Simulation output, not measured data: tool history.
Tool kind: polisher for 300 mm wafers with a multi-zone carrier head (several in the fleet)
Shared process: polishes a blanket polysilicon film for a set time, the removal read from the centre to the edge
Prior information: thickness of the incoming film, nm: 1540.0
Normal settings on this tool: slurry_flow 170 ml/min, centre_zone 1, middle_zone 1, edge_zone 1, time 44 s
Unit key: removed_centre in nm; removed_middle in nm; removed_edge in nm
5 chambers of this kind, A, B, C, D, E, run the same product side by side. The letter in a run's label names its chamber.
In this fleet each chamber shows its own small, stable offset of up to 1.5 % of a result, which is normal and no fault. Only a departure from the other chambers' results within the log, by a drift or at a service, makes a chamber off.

run,hour,slurry_flow,centre_zone,middle_zone,edge_zone,time,removed_centre,removed_middle,removed_edge
# hour 2.3: chamber C: worn pad replaced by a new one
1C,9.5,170,1,1,1,44,625.06,634.9,639.03
2D,18.3,170,1,1,1,44,624.56,632.06,641.05
3A,29.8,170,1,1,1,44,635.69,625.3,633.33
4E,41.6,170,1,1,1,44,628.35,639.09,638.61
# hour 52.2: chamber B: worn pad replaced by a new one
# hour 52.2: chamber D: worn pad replaced by a new one
5B,54.9,170,1,1,1,44,624.24,631.7,642.79
# hour 62.8: chamber E: worn pad replaced by a new one
# hour 63.8: chamber A: worn pad replaced by a new one
6C,65.1,170,0.93,1,0.9,44,582.62,620.6,599.76
# hour 68.1: chamber D: centre zone pressure recalibrated
7D,78.4,170,0.93,1,0.9,44,580.43,635.38,600.22
# hour 78.9: chamber C: slurry nozzle cleaned
8A,91.1,170,0.93,1,0.9,44,585.33,632.73,607.7
# hour 92.8: chamber A: edge zone pressure recalibrated
# hour 95.5: chamber C: worn pad replaced by a new one
9B,98.3,170,0.93,1,0.9,44,577.92,643.73,609.06
10E,107.5,170,0.93,1,0.9,44,576.08,643.19,595.59
11E,117.5,170,1,1,1,44,629.13,631.29,634.29
12B,124.9,170,0.95,1,0.96,44,599.98,629.42,609.91
13C,135.4,170,0.95,1,0.96,44,601.39,628.6,621.16
# hour 141.2: chamber D: worn pad replaced by a new one
# hour 142.8: chamber B: worn pad replaced by a new one
# hour 143.1: chamber A: worn pad replaced by a new one
14D,145.1,170,0.95,1,0.96,44,595.23,635.95,619.85
# hour 150: chamber E: worn pad replaced by a new one
15A,156.6,170,0.95,1,0.96,44,600.02,634.17,624.03
16C,168.1,170,0.95,1,0.96,44,595.23,627.14,622.32
# hour 172.8: chamber C: worn pad replaced by a new one
17B,176.9,170,1,1,1,44,621.22,638.56,636.43
# hour 182.5: chamber E: centre zone pressure recalibrated
18D,190,170,1,1,1,44,623.95,621.76,646.76
19A,201.6,170,1,1,1,44,634.94,630.19,623.45
20E,212,170,1,1,1,44,621.8,635.52,640.59
# hour 220.5: chamber D: worn pad replaced by a new one
# hour 222.4: chamber E: worn pad replaced by a new one
# hour 223: chamber B: worn pad replaced by a new one
21D,224.3,170,1,1,1,44,631.37,634.93,635.64
# hour 229.4: chamber D: slurry nozzle cleaned
# hour 232.7: chamber E: slurry nozzle cleaned
# hour 233.4: chamber A: worn pad replaced by a new one
22B,237,170,1,1,1,44,633.06,624,628.68
# hour 239.1: chamber A: slurry nozzle cleaned
# hour 246.3: chamber B: slurry nozzle cleaned
23C,250.2,170,1,1,1,44,632.12,628.77,627.95
# hour 253.7: chamber C: worn pad replaced by a new one
24E,264.2,170,1,1,1,44,624.72,632.45,630.84
25A,278,170,1.08,1,1,49,771.84,706.39,702.16
# hour 284.8: chamber A: centre zone pressure recalibrated
26A,291.9,170,1.08,1,1,49,781.31,713.06,717.37
# hour 292.6: chamber B: centre zone pressure recalibrated
# hour 295.2: chamber B: edge zone pressure recalibrated
# hour 300.5: chamber E: worn pad replaced by a new one
27E,300.5,170,1.08,1,1,49,760.86,708.82,704.23
# hour 302.8: chamber B: worn pad replaced by a new one
# hour 307.3: chamber D: worn pad replaced by a new one
# hour 308.3: chamber A: worn pad replaced by a new one
28C,310,170,1.08,1,1,49,764.47,711.1,704.69
29B,317.1,170,1.08,1,1,49,765.47,702.43,701.53
30D,328.7,170,1,1,1,44,633.04,629.5,636.51
31C,338.9,170,1,1,1,44,630.65,627.51,634.32
# hour 346.6: chamber C: worn pad replaced by a new one
32D,349.9,170,1.06,0.92,1,44,662.37,592.32,631.19
# hour 360.2: chamber C: slurry nozzle cleaned
33E,360.4,170,1.06,0.92,1,44,674.58,600.98,637.22
34A,370.1,170,1.06,0.92,1,44,675.03,590.79,639.63
35B,377,170,1.06,0.92,1,44,673.44,595.72,639.08
# hour 390.8: chamber A: worn pad replaced by a new one
36A,391.1,170,1.06,0.92,1,44,673.29,576.75,644.21
37C,405.1,170,1,1,1,44,631.17,642.03,636.06

Has any chamber moved away from the others, gradually or after a service, or does the common gauge drift, or do the chambers differ only by their own small steady offsets? State the chamber and the most likely cause if one applies.

Beyond each chamber's small constant offset nothing stands out, and the gauge stays steady.
